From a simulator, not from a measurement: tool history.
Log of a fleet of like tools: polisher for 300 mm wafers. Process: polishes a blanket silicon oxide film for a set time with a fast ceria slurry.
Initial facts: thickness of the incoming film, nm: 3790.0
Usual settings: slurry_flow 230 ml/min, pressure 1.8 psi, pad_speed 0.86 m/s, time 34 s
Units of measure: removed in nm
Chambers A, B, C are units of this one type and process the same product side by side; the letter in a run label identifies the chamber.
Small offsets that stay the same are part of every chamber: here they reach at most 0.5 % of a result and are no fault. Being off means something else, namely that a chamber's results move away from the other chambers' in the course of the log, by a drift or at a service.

run	day	slurry_flow	pressure	pad_speed	time	wafers polished on this pad	hours since the slurry nozzle was cleaned	hours since the head pressure was calibrated	removed
1B	0.183	230	1.8	0.86	34	135	344.2	1022.7	318.22
2C	0.404	230	1.8	0.86	34	311	293.6	607.6	305.67
3A	0.596	230	1.8	0.86	34	697	284.7	1186.7	306.98
4B	0.804	230	1.8	0.86	34	377	359.1	1037.6	319.88
5A	1.012	230	1.8	0.86	34	859	294.7	1196.7	309.96
# day 1.067: chamber A: worn pad replaced by a new one
6C	1.167	230	1.8	0.86	34	609	311.9	625.9	304.3
# day 1.296: chamber B: slurry nozzle cleaned
7A	1.35	230	1.6	0.86	40	111	302.8	1204.8	333.31
8B	1.496	230	1.6	0.86	40	646	4.9	1054.2	317.98
# day 1.562: chamber A: head pressure recalibrated
9C	1.612	230	1.6	0.86	40	782	322.6	636.6	324.85
10A	1.721	230	1.8	0.86	34	255	311.7	3.8	346.33
# day 1.788: chamber C: worn pad replaced by a new one
11C	1.867	230	1.8	0.86	34	31	328.7	642.7	310.48
12B	2.05	230	1.8	0.86	34	862	18.2	1067.5	315.34
13C	2.267	230	1.8	0.86	34	187	338.3	652.3	311.97
# day 2.362: chamber B: worn pad replaced by a new one
14B	2.446	230	1.8	0.86	34	33	27.7	1077	319.47
15A	2.658	230	1.8	0.86	34	621	334.2	26.3	341.35
16A	2.792	230	1.8	0.86	34	672	337.4	29.5	346.33
17B	2.967	230	1.8	0.86	34	236	40.2	1089.5	315.06
18C	3.121	230	1.8	0.86	34	520	358.8	672.8	309.71
19B	3.35	230	1.8	0.64	34	385	49.4	1098.7	234.83
# day 3.388: chamber A: worn pad replaced by a new one
20A	3.496	230	1.8	0.64	34	43	354.3	46.4	254.08
21C	3.683	230	1.8	0.64	34	739	372.3	686.3	234.33
22C	3.929	230	1.8	0.86	34	835	378.2	692.2	309.58
23B	4.1	230	1.8	0.86	34	677	67.4	1116.7	312.33

For the next run the whole fleet of 3 chambers uses the same settings. Give each chamber's results:
24A	4.275	230	1.8	0.86	34				?
24B	4.275	230	1.8	0.86	34				?
24C	4.275	230	1.8	0.86	34				?

run	removed
24A	340.47
24B	321.27
24C	303.96
